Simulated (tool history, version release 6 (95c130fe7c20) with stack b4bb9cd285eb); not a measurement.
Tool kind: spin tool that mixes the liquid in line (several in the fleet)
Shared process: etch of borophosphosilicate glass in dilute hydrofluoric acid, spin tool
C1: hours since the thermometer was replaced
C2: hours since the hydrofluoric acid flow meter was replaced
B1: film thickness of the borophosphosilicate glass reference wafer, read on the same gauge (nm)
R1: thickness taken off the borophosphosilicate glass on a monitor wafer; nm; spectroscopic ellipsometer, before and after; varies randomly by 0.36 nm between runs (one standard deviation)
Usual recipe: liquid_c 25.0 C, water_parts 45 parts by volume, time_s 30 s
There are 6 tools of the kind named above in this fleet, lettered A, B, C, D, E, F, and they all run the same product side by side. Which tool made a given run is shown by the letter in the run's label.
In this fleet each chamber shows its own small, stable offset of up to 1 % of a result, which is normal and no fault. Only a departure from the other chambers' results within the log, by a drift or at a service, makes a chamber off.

{"run": "1D", "day": 0.238, "liquid_c": 25.0, "water_parts": 45, "time_s": 30, "C1": 2823.5, "C2": 561.8, "B1": 150.0, "R1": 42.987}
{"day": 0.467, "done": "chamber B: thermometer replaced"}
{"run": "2B", "day": 0.558, "liquid_c": 25.0, "water_parts": 45, "time_s": 30, "C1": 2.2, "C2": 339.1, "B1": 149.98, "R1": 43.579}
{"run": "3E", "day": 0.95, "liquid_c": 25.0, "water_parts": 45, "time_s": 30, "C1": 397.2, "C2": 52.5, "B1": 150.03, "R1": 43.407}
{"run": "4A", "day": 1.358, "liquid_c": 25.0, "water_parts": 45, "time_s": 30, "C1": 325.5, "C2": 85.3, "B1": 150.0, "R1": 43.395}
{"run": "5F", "day": 1.771, "liquid_c": 25.0, "water_parts": 45, "time_s": 30, "C1": 811.5, "C2": 1339.6, "B1": 149.97, "R1": 43.252}
{"run": "6C", "day": 2.071, "liquid_c": 25.0, "water_parts": 45, "time_s": 30, "C1": 187.5, "C2": 1195.6, "B1": 149.99, "R1": 43.836}
{"run": "7C", "day": 2.529, "liquid_c": 25.0, "water_parts": 45, "time_s": 30, "C1": 198.5, "C2": 1206.6, "B1": 149.99, "R1": 43.536}
{"run": "8B", "day": 2.946, "liquid_c": 25.0, "water_parts": 45, "time_s": 30, "C1": 59.5, "C2": 396.4, "B1": 150.01, "R1": 43.371}
{"run": "9E", "day": 3.225, "liquid_c": 25.0, "water_parts": 45, "time_s": 15, "C1": 451.8, "C2": 107.1, "B1": 149.98, "R1": 21.825}
{"run": "10D", "day": 3.583, "liquid_c": 25.0, "water_parts": 45, "time_s": 15, "C1": 2903.8, "C2": 642.1, "B1": 150.0, "R1": 21.714}
{"run": "11F", "day": 4.029, "liquid_c": 25.0, "water_parts": 45, "time_s": 15, "C1": 865.7, "C2": 1393.8, "B1": 150.01, "R1": 21.581}
{"run": "12A", "day": 4.238, "liquid_c": 25.0, "water_parts": 45, "time_s": 15, "C1": 394.6, "C2": 154.4, "B1": 150.02, "R1": 21.822}
{"run": "13C", "day": 4.579, "liquid_c": 25.0, "water_parts": 45, "time_s": 15, "C1": 247.7, "C2": 1255.8, "B1": 150.03, "R1": 22.404}
{"run": "14D", "day": 5.029, "liquid_c": 25.0, "water_parts": 45, "time_s": 15, "C1": 2938.5, "C2": 676.8, "B1": 149.98, "R1": 21.455}
{"run": "15F", "day": 5.312, "liquid_c": 25.0, "water_parts": 45, "time_s": 30, "C1": 896.5, "C2": 1424.6, "B1": 150.02, "R1": 43.347}
{"run": "16E", "day": 5.762, "liquid_c": 25.0, "water_parts": 45, "time_s": 30, "C1": 512.7, "C2": 168.0, "B1": 150.03, "R1": 43.97}
{"run": "17A", "day": 6.15, "liquid_c": 25.0, "water_parts": 45, "time_s": 30, "C1": 440.5, "C2": 200.3, "B1": 149.97, "R1": 43.634}
{"run": "18B", "day": 6.412, "liquid_c": 25.0, "water_parts": 45, "time_s": 30, "C1": 142.7, "C2": 479.6, "B1": 149.97, "R1": 43.95}
{"run": "19B", "day": 6.783, "liquid_c": 25.0, "water_parts": 45, "time_s": 30, "C1": 151.6, "C2": 488.5, "B1": 149.98, "R1": 43.786}
{"run": "20D", "day": 7.229, "liquid_c": 25.0, "water_parts": 45, "time_s": 30, "C1": 2991.3, "C2": 729.6, "B1": 150.0, "R1": 43.086}
{"run": "21F", "day": 7.45, "liquid_c": 25.0, "water_parts": 45, "time_s": 30, "C1": 947.8, "C2": 1475.9, "B1": 149.99, "R1": 43.65}
{"run": "22C", "day": 7.817, "liquid_c": 25.0, "water_parts": 45, "time_s": 30, "C1": 325.4, "C2": 1333.5, "B1": 150.01, "R1": 46.482}
{"run": "23A", "day": 8.146, "liquid_c": 25.0, "water_parts": 45, "time_s": 30, "C1": 488.4, "C2": 248.2, "B1": 150.03, "R1": 44.156}
{"run": "24E", "day": 8.5, "liquid_c": 25.0, "water_parts": 45, "time_s": 30, "C1": 578.4, "C2": 233.7, "B1": 150.01, "R1": 43.264}
{"run": "25E", "day": 8.704, "liquid_c": 22.5, "water_parts": 55, "time_s": 30, "C1": 583.3, "C2": 238.6, "B1": 150.03, "R1": 31.698}
{"run": "26B", "day": 8.925, "liquid_c": 22.5, "water_parts": 55, "time_s": 30, "C1": 203.0, "C2": 539.9, "B1": 150.01, "R1": 31.517}
{"run": "27D", "day": 9.367, "liquid_c": 22.5, "water_parts": 55, "time_s": 30, "C1": 3042.6, "C2": 780.9, "B1": 150.0, "R1": 31.42}
{"run": "28F", "day": 9.696, "liquid_c": 22.5, "water_parts": 55, "time_s": 30, "C1": 1001.7, "C2": 1529.8, "B1": 150.01, "R1": 31.799}
{"run": "29A", "day": 10.154, "liquid_c": 22.5, "water_parts": 55, "time_s": 30, "C1": 536.6, "C2": 296.4, "B1": 149.99, "R1": 32.049}
{"run": "30C", "day": 10.521, "liquid_c": 22.5, "water_parts": 55, "time_s": 30, "C1": 390.3, "C2": 1398.4, "B1": 149.99, "R1": 34.608}
{"run": "31A", "day": 10.783, "liquid_c": 25.0, "water_parts": 45, "time_s": 30, "C1": 551.7, "C2": 311.5, "B1": 150.04, "R1": 43.461}
{"run": "32C", "day": 11.025, "liquid_c": 25.0, "water_parts": 45, "time_s": 30, "C1": 402.4, "C2": 1410.5, "B1": 149.98, "R1": 47.203}
{"run": "33F", "day": 11.362, "liquid_c": 25.0, "water_parts": 45, "time_s": 30, "C1": 1041.7, "C2": 1569.8, "B1": 150.0, "R1": 43.688}
{"run": "34D", "day": 11.792, "liquid_c": 25.0, "water_parts": 45, "time_s": 30, "C1": 3100.8, "C2": 839.1, "B1": 149.97, "R1": 43.141}
{"run": "35B", "day": 11.996, "liquid_c": 25.0, "water_parts": 45, "time_s": 30, "C1": 276.7, "C2": 613.6, "B1": 149.99, "R1": 43.99}
{"run": "36E", "day": 12.421, "liquid_c": 25.0, "water_parts": 45, "time_s": 30, "C1": 672.5, "C2": 327.8, "B1": 150.0, "R1": 43.218}
{"run": "37E", "day": 12.708, "liquid_c": 25.0, "water_parts": 45, "time_s": 30, "C1": 679.4, "C2": 334.7, "B1": 149.99, "R1": 44.144}
{"run": "38A", "day": 13.038, "liquid_c": 22.0, "water_parts": 60, "time_s": 30, "C1": 605.8, "C2": 365.6, "B1": 149.99, "R1": 28.22}

Decide between three cases: one chamber stands off from its peers, the gauge reading all wafers drifts, or nothing is wrong past each chamber's small offset. Where a chamber is off, say which and what most likely put it there.

One chamber, C, drifts off from the rest bit by bit.
What lies behind it: hydrofluoric acid flow above the setpoint (%) = 10.7.
The log may not separate it from: liquid hotter than its thermometer reads (K).

Which of the 4 candidates below, each the usual settings with something changed and its results left as question marks, puts chamber C back in line with what the other chambers give on the usual settings?
To be in line, a result may differ from the other chambers' mean on the usual settings by at most: R1 1.300 nm
{"run": "39C-1", "day": 13.362, "liquid_c": 27.5, "water_parts": 45, "time_s": 30, "R1": "?"}
{"run": "39C-2", "day": 13.362, "liquid_c": 26.5, "water_parts": 45, "time_s": 30, "R1": "?"}
{"run": "39C-3", "day": 13.362, "liquid_c": 25.0, "water_parts": 50, "time_s": 30, "R1": "?"}
{"run": "39C-4", "day": 13.362, "liquid_c": 23.5, "water_parts": 45, "time_s": 30, "R1": "?"}

What the other chambers average on the usual settings: R1 43.490 nm
run=39C-1 R1=53.533
run=39C-2 R1=51.366
run=39C-3 R1=43.190
run=39C-4 R1=45.326
The answer is 39C-3, which returns the chamber to within the allowed miss of the others.

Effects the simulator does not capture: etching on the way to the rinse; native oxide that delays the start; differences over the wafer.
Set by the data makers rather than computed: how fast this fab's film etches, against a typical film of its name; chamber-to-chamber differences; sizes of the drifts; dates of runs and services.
